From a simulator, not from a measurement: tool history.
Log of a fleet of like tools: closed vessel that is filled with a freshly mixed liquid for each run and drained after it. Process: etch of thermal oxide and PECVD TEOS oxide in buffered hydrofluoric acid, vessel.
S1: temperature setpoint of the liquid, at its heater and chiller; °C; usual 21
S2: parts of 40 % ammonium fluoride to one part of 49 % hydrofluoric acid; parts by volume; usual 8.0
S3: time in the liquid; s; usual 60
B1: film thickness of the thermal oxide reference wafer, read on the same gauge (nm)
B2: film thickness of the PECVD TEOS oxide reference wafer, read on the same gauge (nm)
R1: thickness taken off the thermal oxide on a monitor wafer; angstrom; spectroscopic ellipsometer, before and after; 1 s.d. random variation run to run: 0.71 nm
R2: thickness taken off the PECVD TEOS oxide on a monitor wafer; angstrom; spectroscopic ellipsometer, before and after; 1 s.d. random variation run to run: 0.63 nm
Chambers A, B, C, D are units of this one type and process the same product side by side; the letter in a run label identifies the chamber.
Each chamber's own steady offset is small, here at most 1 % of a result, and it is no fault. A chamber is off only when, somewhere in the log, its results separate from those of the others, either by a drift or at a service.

Run 1D, hour 4.2: usual settings; B1 109.99; B2 139.99. Result: R1 749.78 angstrom, R2 820.50 angstrom.
Run 2A, hour 8.3: usual settings; B1 110.02; B2 140.00. Result: R1 748.72 angstrom, R2 840.17 angstrom.
Run 3C, hour 12.1: usual settings; B1 110.00; B2 139.99. Result: R1 743.72 angstrom, R2 828.42 angstrom.
Run 4B, hour 15.1: usual settings; B1 110.00; B2 139.99. Result: R1 751.93 angstrom, R2 825.47 angstrom.
Run 5D, hour 18.4: usual settings; B1 109.99; B2 139.98. Result: R1 753.07 angstrom, R2 816.15 angstrom.
Run 6B, hour 23.0: usual settings; B1 110.00; B2 139.99. Result: R1 741.76 angstrom, R2 823.31 angstrom.
Run 7C, hour 27.5: usual settings; B1 109.98; B2 139.98. Result: R1 762.63 angstrom, R2 837.28 angstrom.
Run 8A, hour 30.7: usual settings; B1 110.02; B2 139.99. Result: R1 759.21 angstrom, R2 836.32 angstrom.
Run 9D, hour 33.1: usual settings; B1 110.03; B2 139.99. Result: R1 742.95 angstrom, R2 818.41 angstrom.
Run 10B, hour 36.7: usual settings; B1 109.98; B2 140.00. Result: R1 734.00 angstrom, R2 816.24 angstrom.
Run 11A, hour 41.3: usual settings; B1 109.98; B2 139.96. Result: R1 740.54 angstrom, R2 827.65 angstrom.
Run 12C, hour 45.8: usual settings; B1 109.99; B2 140.02. Result: R1 777.99 angstrom, R2 840.88 angstrom.
Run 13C, hour 50.3: usual settings; B1 110.01; B2 139.97. Result: R1 764.30 angstrom, R2 847.45 angstrom.
Run 14A, hour 55.0: usual settings; B1 109.99; B2 140.02. Result: R1 744.00 angstrom, R2 816.01 angstrom.
Run 15D, hour 57.2: usual settings; B1 110.01; B2 140.00. Result: R1 734.94 angstrom, R2 806.47 angstrom.
Run 16B, hour 61.4: usual settings; B1 110.02; B2 140.01. Result: R1 752.07 angstrom, R2 822.97 angstrom.
Run 17D, hour 65.3: usual settings; B1 109.99; B2 139.98. Result: R1 750.52 angstrom, R2 817.32 angstrom.
Run 18A, hour 69.5: usual settings but S2 5.5 parts by volume, S3 90 s; B1 110.01; B2 139.98. Result: R1 1621.50 angstrom, R2 1789.50 angstrom.
Run 19C, hour 72.8: usual settings but S2 5.5 parts by volume, S3 90 s; B1 110.03; B2 140.03. Result: R1 1653.80 angstrom, R2 1805.80 angstrom.
Run 20B, hour 75.9: usual settings but S2 5.5 parts by volume, S3 90 s; B1 110.00; B2 139.99. Result: R1 1596.60 angstrom, R2 1750.60 angstrom.
Run 21C, hour 79.2: usual settings but S2 5.5 parts by volume, S3 90 s; B1 110.01; B2 140.04. Result: R1 1661.30 angstrom, R2 1803.60 angstrom.
Run 22B, hour 82.0: usual settings but S2 10.0 parts by volume; B1 109.99; B2 140.00. Result: R1 614.18 angstrom, R2 673.43 angstrom.
Run 23A, hour 86.8: usual settings but S2 10.0 parts by volume; B1 110.00; B2 139.97. Result: R1 616.35 angstrom, R2 684.59 angstrom.
Run 24D, hour 89.5: usual settings but S2 10.0 parts by volume; B1 110.01; B2 140.01. Result: R1 610.80 angstrom, R2 668.95 angstrom.
Run 25D, hour 92.1: usual settings but S2 10.0 parts by volume; B1 109.99; B2 139.98. Result: R1 614.76 angstrom, R2 668.43 angstrom.
Run 26B, hour 95.4: usual settings; B1 109.98; B2 140.01. Result: R1 738.45 angstrom, R2 822.79 angstrom.
Run 27C, hour 99.3: usual settings; B1 110.01; B2 139.98. Result: R1 793.11 angstrom, R2 863.45 angstrom.
Run 28A, hour 102.5: usual settings; B1 110.02; B2 140.01. Result: R1 761.51 angstrom, R2 836.38 angstrom.
Run 29D, hour 105.6: usual settings; B1 110.00; B2 139.99. Result: R1 753.93 angstrom, R2 818.60 angstrom.
At hour 106.5: chamber B: thermometer replaced.
Run 30B, hour 108.6: usual settings but S1 25 °C; B1 109.99; B2 140.01. Result: R1 903.37 angstrom, R2 1020.20 angstrom.
Run 31A, hour 111.3: usual settings but S1 25 °C; B1 110.03; B2 140.01. Result: R1 937.93 angstrom, R2 1025.30 angstrom.
Run 32C, hour 114.9: usual settings but S1 25 °C; B1 109.99; B2 140.01. Result: R1 997.63 angstrom, R2 1092.50 angstrom.
Run 33B, hour 118.0: usual settings but S1 25 °C; B1 110.00; B2 140.02. Result: R1 912.29 angstrom, R2 1033.70 angstrom.
Run 34C, hour 120.6: usual settings; B1 110.02; B2 140.04. Result: R1 791.90 angstrom, R2 872.52 angstrom.
Run 35A, hour 124.5: usual settings; B1 110.00; B2 140.00. Result: R1 762.03 angstrom, R2 823.94 angstrom.
Run 36D, hour 129.4: usual settings; B1 109.99; B2 139.99. Result: R1 747.83 angstrom, R2 819.29 angstrom.
Run 37D, hour 131.9: usual settings; B1 109.97; B2 140.00. Result: R1 756.74 angstrom, R2 812.27 angstrom.
Run 38A, hour 136.6: usual settings; B1 109.98; B2 140.00. Result: R1 751.59 angstrom, R2 842.75 angstrom.
Run 39C, hour 138.8: usual settings; B1 109.98; B2 140.00. Result: R1 801.74 angstrom, R2 884.10 angstrom.
Run 40B, hour 143.7: usual settings; B1 110.00; B2 140.01. Result: R1 742.03 angstrom, R2 821.62 angstrom.
Run 41D, hour 148.5: usual settings; B1 109.98; B2 140.02. Result: R1 751.01 angstrom, R2 812.15 angstrom.
Run 42C, hour 152.7: usual settings; B1 110.00; B2 140.00. Result: R1 813.00 angstrom, R2 898.04 angstrom.
Run 43B, hour 156.3: usual settings; B1 109.99; B2 139.99. Result: R1 749.83 angstrom, R2 811.51 angstrom.

Does one chamber stand apart from the rest, does the shared gauge drift, or is all well apart from small per-chamber offsets? Give the chamber and the most likely cause, where there is one.

Little by little, chamber C moves away from the other chambers.
Likeliest cause: hydrofluoric acid flow above the setpoint (%) = 8.26.
The log might look much the same if the cause were instead: liquid hotter than its thermometer reads (K).

Which of the 4 candidates below, each the usual settings with something changed and its results left as question marks, puts chamber C back in line with what the other chambers give on the usual settings?
In line means no further than this from the other chambers' mean on the usual settings: R1 25.00 angstrom; R2 22.00 angstrom
Run 44C-1, hour 159.8: usual settings but S3 65 s. Result: R1 ?, R2 ?.
Run 44C-2, hour 159.8: usual settings but S1 21.5 °C, S2 7.5 parts by volume, S3 65 s. Result: R1 ?, R2 ?.
Run 44C-3, hour 159.8: usual settings but S1 20.5 °C, S2 8.5 parts by volume, S3 55 s. Result: R1 ?, R2 ?.
Run 44C-4, hour 159.8: usual settings but S3 55 s. Result: R1 ?, R2 ?.

Average result of the remaining chambers running the usual settings: R1 748.54 angstrom; R2 822.97 angstrom
  run      R1       R2
44C-1  882.42   972.02
44C-2  971.50  1070.10
44C-3  679.42   748.40
44C-4  746.66   822.48
Change 44C-4 lands the chamber within the allowed miss of the other chambers.
